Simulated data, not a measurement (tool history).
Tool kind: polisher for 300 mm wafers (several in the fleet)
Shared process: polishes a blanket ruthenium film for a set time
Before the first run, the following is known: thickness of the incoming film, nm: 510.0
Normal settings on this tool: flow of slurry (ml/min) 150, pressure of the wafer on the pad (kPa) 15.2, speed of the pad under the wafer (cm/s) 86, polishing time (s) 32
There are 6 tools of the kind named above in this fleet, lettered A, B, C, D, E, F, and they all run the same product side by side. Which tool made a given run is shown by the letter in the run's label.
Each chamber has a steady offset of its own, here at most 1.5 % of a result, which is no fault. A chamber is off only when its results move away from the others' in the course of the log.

run,day,flow of slurry (ml/min),pressure of the wafer on the pad (kPa),speed of the pad under the wafer (cm/s),polishing time (s),film removed (nm)
# day 0.129: chamber C: head pressure recalibrated
1C,0.150,150,15.2,86,32,37.206
2A,0.254,150,15.2,86,32,36.626
# day 0.321: chamber E: worn pad replaced by a new one
3F,0.354,150,15.2,86,32,37.886
4B,0.554,150,15.2,86,32,37.237
5D,0.646,150,15.2,86,32,36.637
6E,0.738,150,15.2,86,32,36.374
# day 0.842: chamber B: worn pad replaced by a new one
7C,0.888,150,15.2,86,32,36.330
# day 0.938: chamber D: worn pad replaced by a new one
8E,1.033,150,15.2,86,32,37.271
9B,1.158,150,15.2,86,32,37.340
# day 1.258: chamber B: slurry nozzle cleaned
10D,1.317,150,15.2,86,32,36.885
# day 1.338: chamber F: worn pad replaced by a new one
11A,1.467,150,15.2,86,32,36.704
12F,1.612,150,15.2,86,32,37.406
13B,1.750,150,20.0,104,32,59.035
14C,1.842,150,20.0,104,32,58.493
15E,1.975,150,20.0,104,32,57.921
# day 2.083: chamber A: worn pad replaced by a new one
16F,2.133,150,20.0,104,32,58.984
17D,2.229,150,20.0,104,32,59.333
18A,2.388,150,20.0,104,32,57.529
# day 2.500: chamber C: worn pad replaced by a new one
19D,2.567,150,15.2,86,32,37.838
20B,2.717,150,15.2,86,23,26.485
# day 2.850: chamber E: worn pad replaced by a new one
# day 2.867: chamber E: head pressure recalibrated
21F,2.883,150,15.2,86,23,27.442
22E,2.975,150,15.2,86,23,26.457
23A,3.083,150,15.2,86,23,26.600
24C,3.175,150,15.2,86,23,26.920
25F,3.346,150,15.2,86,23,26.989
# day 3.500: chamber D: head pressure recalibrated
26A,3.525,150,15.2,86,32,36.281
27E,3.696,150,15.2,86,32,37.210
28D,3.812,150,15.2,86,32,40.809
29C,3.992,150,15.2,86,32,37.059
30B,4.129,150,17.2,86,32,41.041
# day 4.142: chamber B: head pressure recalibrated
31D,4.221,150,17.2,86,32,45.326
# day 4.238: chamber A: slurry nozzle cleaned
32B,4.317,150,17.2,86,32,42.093
33F,4.517,150,17.2,86,32,42.280
34A,4.679,150,17.2,86,32,42.428
35E,4.767,150,17.2,86,32,41.876
36C,4.921,150,15.2,86,32,37.128
# day 4.929: chamber A: worn pad replaced by a new one
# day 4.933: chamber D: worn pad replaced by a new one
37D,5.050,150,15.2,86,32,39.995
38F,5.200,150,15.2,86,37,43.979
39A,5.304,150,15.2,86,37,42.806
# day 5.400: chamber E: worn pad replaced by a new one
40E,5.471,150,15.2,86,37,42.566
# day 5.517: chamber D: slurry nozzle cleaned
# day 5.596: chamber B: worn pad replaced by a new one
41B,5.646,150,15.2,86,37,42.846
42C,5.750,150,15.2,86,37,42.772
43D,5.904,150,15.2,86,37,45.708
44B,6.096,150,15.2,86,32,37.528

One chamber off, gauge drift, or nothing amiss beyond the chambers' own small offsets? If it is a chamber, which one, and what is the likeliest cause?

Chamber D has stood off from the others ever since a service on it.
Cause: head's pressure above its setpoint, % = 7.59.

Chamber D could run next with any of the 4 candidate recipes listed below; each alters the usual settings, and their results appear as question marks. Which one brings its results back in line with what the other chambers deliver on the usual settings?
Counts as in line when no further than this from what the other chambers average on the usual settings: film removed (nm) 1.400
45D-1,6.238,150,16.5,86,32,?
45D-2,6.238,150,13.1,86,32,?
45D-3,6.238,150,16.5,86,34,?
45D-4,6.238,150,15.2,86,30,?

Mean of the other chambers on the usual settings: film removed (nm) 36.972
run,film removed (nm)
45D-1,43.193
45D-2,34.318
45D-3,45.893
45D-4,37.166
The answer is 45D-4, which returns the chamber to within the allowed miss of the others.
